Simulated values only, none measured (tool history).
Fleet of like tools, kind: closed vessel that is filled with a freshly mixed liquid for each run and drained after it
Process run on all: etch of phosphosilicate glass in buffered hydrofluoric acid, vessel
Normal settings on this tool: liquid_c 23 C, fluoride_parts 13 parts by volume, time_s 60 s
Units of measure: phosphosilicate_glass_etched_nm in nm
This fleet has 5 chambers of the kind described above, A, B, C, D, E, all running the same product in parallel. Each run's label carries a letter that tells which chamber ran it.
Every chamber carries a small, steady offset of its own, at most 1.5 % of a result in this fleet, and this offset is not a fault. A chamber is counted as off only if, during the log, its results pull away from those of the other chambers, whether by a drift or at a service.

run   hour  liquid_c  fluoride_parts  time_s  hours since the thermometer was replaced  hours since the hydrofluoric acid flow meter was replaced  read-back film thickness of the phosphosilicate glass reference wafer, read on the same gauge (nm)  phosphosilicate_glass_etched_nm
 1D      7        23              13      60                                    2027.5                                                      875.5                                                                                                 150                           249.23
      10.2  -- chamber A: hydrofluoric acid flow meter replaced
 2C   18.2        23              13      60                                     735.4                                                      164.5                                                                                                 150                           251.51
 3B   29.3        23              13      60                                     950.9                                                     1570.1                                                                                              150.01                           249.59
 4E   34.1        23              13      60                                     924.6                                                      179.8                                                                                              149.98                           252.83
 5A   39.6        23              13      60                                     559.6                                                       29.5                                                                                              150.03                              248
 6D   50.1        23              13      60                                    2070.6                                                      918.6                                                                                              150.01                           248.77
 7C   58.1        23            16.5      60                                     775.3                                                      204.4                                                                                                 150                           198.57
 8A     64        23            16.5      60                                       584                                                       53.9                                                                                                 150                           196.68
 9B   73.4        23            16.5      60                                       995                                                     1614.2                                                                                              150.01                            198.9
10E   79.7        23            16.5      60                                     970.2                                                      225.4                                                                                              149.99                           200.21
11B   86.8        23            16.5      60                                    1008.4                                                     1627.6                                                                                              150.02                           199.32
12C     96        23              13      60                                     813.2                                                      242.3                                                                                              150.01                              252
13D  104.9        23              13      60                                    2125.4                                                      973.4                                                                                              149.98                           249.71
     113.9  -- chamber B: hydrofluoric acid flow meter replaced
14E  115.5        23              13      60                                      1006                                                      261.2                                                                                              150.01                           252.67
15A  121.8        23              13      60                                     641.8                                                      111.7                                                                                                 150                           247.31
16D  132.3        23              13      45                                    2152.8                                                     1000.8                                                                                              150.01                           187.47
17B    140        23              13      45                                    1061.6                                                       26.2                                                                                              149.98                            187.3
18E  147.4        23              13      45                                    1037.9                                                      293.1                                                                                              150.01                           187.98
19A  155.4        23              13      45                                     675.4                                                      145.3                                                                                              149.99                           186.07
20C  163.5        23              13      45                                     880.7                                                      309.8                                                                                              149.99                            187.4
21A  168.5        23              13      60                                     688.5                                                      158.4                                                                                              150.01                           247.83
22B  177.6        28             8.5      60                                    1099.2                                                       63.8                                                                                                 150                           481.13
23E  187.5        28             8.5      60                                      1078                                                      333.2                                                                                              149.98                           488.91
24C  194.1        28             8.5      60                                     911.3                                                      340.4                                                                                              150.01                           488.77
25D  203.8        28             8.5      60                                    2224.3                                                     1072.3                                                                                              149.99                           477.94
26A  213.4        28             8.5      60                                     733.4                                                      203.3                                                                                                 150                           483.03
27D    220        23              13      60                                    2240.5                                                     1088.5                                                                                              150.03                            248.5
28B  229.3        23              13      60                                    1150.9                                                      115.5                                                                                              150.02                           249.86
29E  237.1        23              13      60                                    1127.6                                                      382.8                                                                                              149.98                            252.1
30C  247.7        23              13      60                                     964.9                                                        394                                                                                                 150                           252.09
31B  258.9        23              13      60                                    1180.5                                                      145.1                                                                                              150.01                           249.48
32C  267.6      25.5              13      30                                     984.8                                                      413.9                                                                                              150.01                            144.8
33E  273.9      25.5              13      30                                    1164.4                                                      419.6                                                                                              149.99                           144.79

All 5 chambers run these settings next. Forecast each chamber's results:
34A  281.9        23              13      60                                                                                                                                                                                                                                         ?
34B  281.9        23              13      60                                                                                                                                                                                                                                         ?
34C  281.9        23              13      60                                                                                                                                                                                                                                         ?
34D  281.9        23              13      60                                                                                                                                                                                                                                         ?
34E  281.9        23              13      60                                                                                                                                                                                                                                         ?

run  phosphosilicate_glass_etched_nm
34A                           248.25
34B                           250.51
34C                           251.24
34D                           249.98
34E                              253
